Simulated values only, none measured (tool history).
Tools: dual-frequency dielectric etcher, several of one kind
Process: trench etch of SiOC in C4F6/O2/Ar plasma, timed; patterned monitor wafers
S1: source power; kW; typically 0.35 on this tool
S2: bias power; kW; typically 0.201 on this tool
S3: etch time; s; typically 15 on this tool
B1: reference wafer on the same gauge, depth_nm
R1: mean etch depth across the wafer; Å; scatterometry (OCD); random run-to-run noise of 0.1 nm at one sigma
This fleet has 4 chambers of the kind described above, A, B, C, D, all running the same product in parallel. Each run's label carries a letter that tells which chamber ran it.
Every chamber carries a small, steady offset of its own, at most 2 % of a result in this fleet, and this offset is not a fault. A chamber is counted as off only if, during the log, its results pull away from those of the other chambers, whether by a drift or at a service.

run 1C day=0.438 | S1=0.35 S2=0.201 S3=15 | B1=31.599 | R1=300.85
run 2A day=0.888 | S1=0.35 S2=0.201 S3=15 | B1=31.574 | R1=306.63
run 3B day=1.288 | S1=0.35 S2=0.201 S3=15 | B1=31.605 | R1=303.87
run 4D day=1.533 | S1=0.35 S2=0.201 S3=15 | B1=31.586 | R1=305.84
run 5A day=1.771 | S1=0.35 S2=0.201 S3=15 | B1=31.604 | R1=308.99
run 6C day=2.129 | S1=0.35 S2=0.201 S3=15 | B1=31.612 | R1=300.46
run 7D day=2.379 | S1=0.35 S2=0.165 S3=15 | B1=31.57 | R1=286.61
run 8B day=2.862 | S1=0.35 S2=0.165 S3=15 | B1=31.626 | R1=284.19
run 9C day=3.358 | S1=0.35 S2=0.165 S3=15 | B1=31.615 | R1=283.62
run 10B day=3.788 | S1=0.35 S2=0.165 S3=15 | B1=31.585 | R1=283.88
run 11D day=4.125 | S1=0.35 S2=0.244 S3=15 | B1=31.615 | R1=325.75
-- day=4.375 chamber B: wet clean of the chamber
run 12A day=4.429 | S1=0.35 S2=0.244 S3=15 | B1=31.595 | R1=329.06
run 13D day=4.871 | S1=0.35 S2=0.244 S3=15 | B1=31.596 | R1=326.11
run 14B day=5.258 | S1=0.35 S2=0.244 S3=15 | B1=31.592 | R1=312.39
run 15C day=5.662 | S1=0.35 S2=0.201 S3=15 | B1=31.608 | R1=299.6
-- day=5.842 chamber D: wet clean of the chamber
run 16A day=5.942 | S1=0.35 S2=0.201 S3=15 | B1=31.611 | R1=309
run 17A day=6.192 | S1=0.35 S2=0.242 S3=15 | B1=31.619 | R1=327.63
run 18C day=6.496 | S1=0.35 S2=0.242 S3=15 | B1=31.586 | R1=318.76
run 19B day=6.967 | S1=0.35 S2=0.242 S3=15 | B1=31.587 | R1=312.98
run 20D day=7.35 | S1=0.35 S2=0.242 S3=15 | B1=31.619 | R1=324.18
run 21D day=7.625 | S1=0.35 S2=0.201 S3=15 | B1=31.618 | R1=305.32
run 22B day=8.117 | S1=0.35 S2=0.201 S3=15 | B1=31.573 | R1=292.47
run 23A day=8.508 | S1=0.35 S2=0.201 S3=15 | B1=31.632 | R1=310.62
run 24C day=8.925 | S1=0.35 S2=0.201 S3=15 | B1=31.61 | R1=301.63

For the next run the whole fleet of 4 chambers uses the same settings. Give each chamber's results:
run 25A day=9.292 | S1=0.39 S2=0.201 S3=15 | R1=?
run 25B day=9.292 | S1=0.39 S2=0.201 S3=15 | R1=?
run 25C day=9.292 | S1=0.39 S2=0.201 S3=15 | R1=?
run 25D day=9.292 | S1=0.39 S2=0.201 S3=15 | R1=?

run=25A R1=323.56
run=25B R1=305.89
run=25C R1=313.53
run=25D R1=318.47

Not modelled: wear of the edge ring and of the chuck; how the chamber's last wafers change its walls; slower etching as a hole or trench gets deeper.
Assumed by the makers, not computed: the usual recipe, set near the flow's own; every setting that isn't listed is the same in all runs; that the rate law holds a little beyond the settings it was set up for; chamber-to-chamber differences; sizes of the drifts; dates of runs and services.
